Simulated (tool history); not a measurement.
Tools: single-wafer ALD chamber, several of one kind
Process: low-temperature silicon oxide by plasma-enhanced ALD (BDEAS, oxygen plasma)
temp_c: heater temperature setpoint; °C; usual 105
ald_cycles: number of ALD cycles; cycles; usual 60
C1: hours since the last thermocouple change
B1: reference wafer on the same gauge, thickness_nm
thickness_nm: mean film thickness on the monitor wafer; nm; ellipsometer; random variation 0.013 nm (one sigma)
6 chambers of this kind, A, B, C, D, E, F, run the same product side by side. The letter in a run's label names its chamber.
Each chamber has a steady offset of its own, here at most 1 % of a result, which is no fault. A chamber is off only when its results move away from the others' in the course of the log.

{"run": "1B", "day": 0.283, "temp_c": 105, "ald_cycles": 60, "C1": 1195.6, "B1": 9.7686, "thickness_nm": 8.5121}
{"day": 0.333, "done": "chamber C: thermocouple changed; heater temperature recalibrated"}
{"run": "2E", "day": 0.679, "temp_c": 105, "ald_cycles": 60, "C1": 2307.4, "B1": 9.7659, "thickness_nm": 8.431}
{"run": "3C", "day": 1.083, "temp_c": 105, "ald_cycles": 60, "C1": 18.0, "B1": 9.7646, "thickness_nm": 8.5563}
{"run": "4D", "day": 1.492, "temp_c": 105, "ald_cycles": 60, "C1": 128.4, "B1": 9.7645, "thickness_nm": 8.4317}
{"run": "5A", "day": 1.779, "temp_c": 105, "ald_cycles": 60, "C1": 167.5, "B1": 9.7615, "thickness_nm": 8.4639}
{"run": "6F", "day": 2.021, "temp_c": 105, "ald_cycles": 60, "C1": 1524.4, "B1": 9.7618, "thickness_nm": 8.4907}
{"run": "7B", "day": 2.45, "temp_c": 105, "ald_cycles": 60, "C1": 1247.6, "B1": 9.7569, "thickness_nm": 8.5022}
{"run": "8F", "day": 2.883, "temp_c": 105, "ald_cycles": 60, "C1": 1545.1, "B1": 9.7578, "thickness_nm": 8.4991}
{"run": "9D", "day": 3.325, "temp_c": 105, "ald_cycles": 60, "C1": 172.4, "B1": 9.7541, "thickness_nm": 8.4542}
{"run": "10E", "day": 3.683, "temp_c": 105, "ald_cycles": 60, "C1": 2379.5, "B1": 9.7519, "thickness_nm": 8.419}
{"run": "11C", "day": 3.921, "temp_c": 105, "ald_cycles": 60, "C1": 86.1, "B1": 9.7522, "thickness_nm": 8.5241}
{"run": "12A", "day": 4.167, "temp_c": 105, "ald_cycles": 60, "C1": 224.8, "B1": 9.751, "thickness_nm": 8.4784}
{"run": "13D", "day": 4.6, "temp_c": 105, "ald_cycles": 60, "C1": 203.0, "B1": 9.7491, "thickness_nm": 8.4423}
{"run": "14C", "day": 4.867, "temp_c": 105, "ald_cycles": 60, "C1": 108.8, "B1": 9.7479, "thickness_nm": 8.5388}
{"run": "15F", "day": 5.238, "temp_c": 105, "ald_cycles": 60, "C1": 1601.6, "B1": 9.745, "thickness_nm": 8.4799}
{"run": "16E", "day": 5.617, "temp_c": 105, "ald_cycles": 60, "C1": 2425.9, "B1": 9.7459, "thickness_nm": 8.4264}
{"run": "17A", "day": 5.975, "temp_c": 105, "ald_cycles": 60, "C1": 268.2, "B1": 9.7421, "thickness_nm": 8.482}
{"run": "18B", "day": 6.279, "temp_c": 105, "ald_cycles": 60, "C1": 1339.5, "B1": 9.7443, "thickness_nm": 8.4815}
{"run": "19E", "day": 6.488, "temp_c": 105, "ald_cycles": 60, "C1": 2446.8, "B1": 9.7407, "thickness_nm": 8.4151}
{"run": "20B", "day": 6.696, "temp_c": 105, "ald_cycles": 60, "C1": 1349.5, "B1": 9.7394, "thickness_nm": 8.4622}
{"run": "21F", "day": 7.021, "temp_c": 105, "ald_cycles": 60, "C1": 1644.4, "B1": 9.7394, "thickness_nm": 8.4899}
{"run": "22A", "day": 7.317, "temp_c": 105, "ald_cycles": 60, "C1": 300.4, "B1": 9.7373, "thickness_nm": 8.4792}
{"run": "23C", "day": 7.7, "temp_c": 105, "ald_cycles": 60, "C1": 176.8, "B1": 9.7325, "thickness_nm": 8.5207}
{"run": "24D", "day": 8.029, "temp_c": 105, "ald_cycles": 60, "C1": 285.3, "B1": 9.7295, "thickness_nm": 8.4452}
{"run": "25C", "day": 8.267, "temp_c": 105, "ald_cycles": 60, "C1": 190.4, "B1": 9.7306, "thickness_nm": 8.508}
{"run": "26F", "day": 8.512, "temp_c": 105, "ald_cycles": 60, "C1": 1680.2, "B1": 9.7324, "thickness_nm": 8.4674}
{"run": "27A", "day": 8.962, "temp_c": 105, "ald_cycles": 60, "C1": 339.9, "B1": 9.7291, "thickness_nm": 8.4678}
{"day": 9.083, "done": "chamber E: thermocouple changed; heater temperature recalibrated"}
{"run": "28B", "day": 9.25, "temp_c": 105, "ald_cycles": 60, "C1": 1410.8, "B1": 9.7234, "thickness_nm": 8.4684}
{"run": "29E", "day": 9.625, "temp_c": 105, "ald_cycles": 60, "C1": 13.1, "B1": 9.7269, "thickness_nm": 8.4026}
{"run": "30D", "day": 9.942, "temp_c": 105, "ald_cycles": 60, "C1": 331.2, "B1": 9.727, "thickness_nm": 8.4031}
{"run": "31F", "day": 10.275, "temp_c": 105, "ald_cycles": 60, "C1": 1722.5, "B1": 9.7181, "thickness_nm": 8.478}
{"run": "32D", "day": 10.521, "temp_c": 105, "ald_cycles": 60, "C1": 345.1, "B1": 9.7206, "thickness_nm": 8.4297}
{"run": "33B", "day": 10.85, "temp_c": 105, "ald_cycles": 60, "C1": 1449.2, "B1": 9.7204, "thickness_nm": 8.4597}
{"run": "34C", "day": 11.196, "temp_c": 105, "ald_cycles": 60, "C1": 260.7, "B1": 9.7165, "thickness_nm": 8.5005}
{"run": "35E", "day": 11.592, "temp_c": 105, "ald_cycles": 60, "C1": 60.3, "B1": 9.7155, "thickness_nm": 8.3788}
{"run": "36A", "day": 11.933, "temp_c": 105, "ald_cycles": 60, "C1": 411.2, "B1": 9.7146, "thickness_nm": 8.4467}
{"run": "37B", "day": 12.179, "temp_c": 105, "ald_cycles": 60, "C1": 1481.1, "B1": 9.711, "thickness_nm": 8.4478}
{"run": "38C", "day": 12.583, "temp_c": 105, "ald_cycles": 70, "C1": 294.0, "B1": 9.713, "thickness_nm": 9.9106}

All 6 chambers run these settings next. Forecast each chamber's results:
{"run": "39A", "day": 12.908, "temp_c": 105, "ald_cycles": 60, "thickness_nm": "?"}
{"run": "39B", "day": 12.908, "temp_c": 105, "ald_cycles": 60, "thickness_nm": "?"}
{"run": "39C", "day": 12.908, "temp_c": 105, "ald_cycles": 60, "thickness_nm": "?"}
{"run": "39D", "day": 12.908, "temp_c": 105, "ald_cycles": 60, "thickness_nm": "?"}
{"run": "39E", "day": 12.908, "temp_c": 105, "ald_cycles": 60, "thickness_nm": "?"}
{"run": "39F", "day": 12.908, "temp_c": 105, "ald_cycles": 60, "thickness_nm": "?"}

run=39A thickness_nm=8.4357
run=39B thickness_nm=8.4513
run=39C thickness_nm=8.5112
run=39D thickness_nm=8.4019
run=39E thickness_nm=8.3949
run=39F thickness_nm=8.4393

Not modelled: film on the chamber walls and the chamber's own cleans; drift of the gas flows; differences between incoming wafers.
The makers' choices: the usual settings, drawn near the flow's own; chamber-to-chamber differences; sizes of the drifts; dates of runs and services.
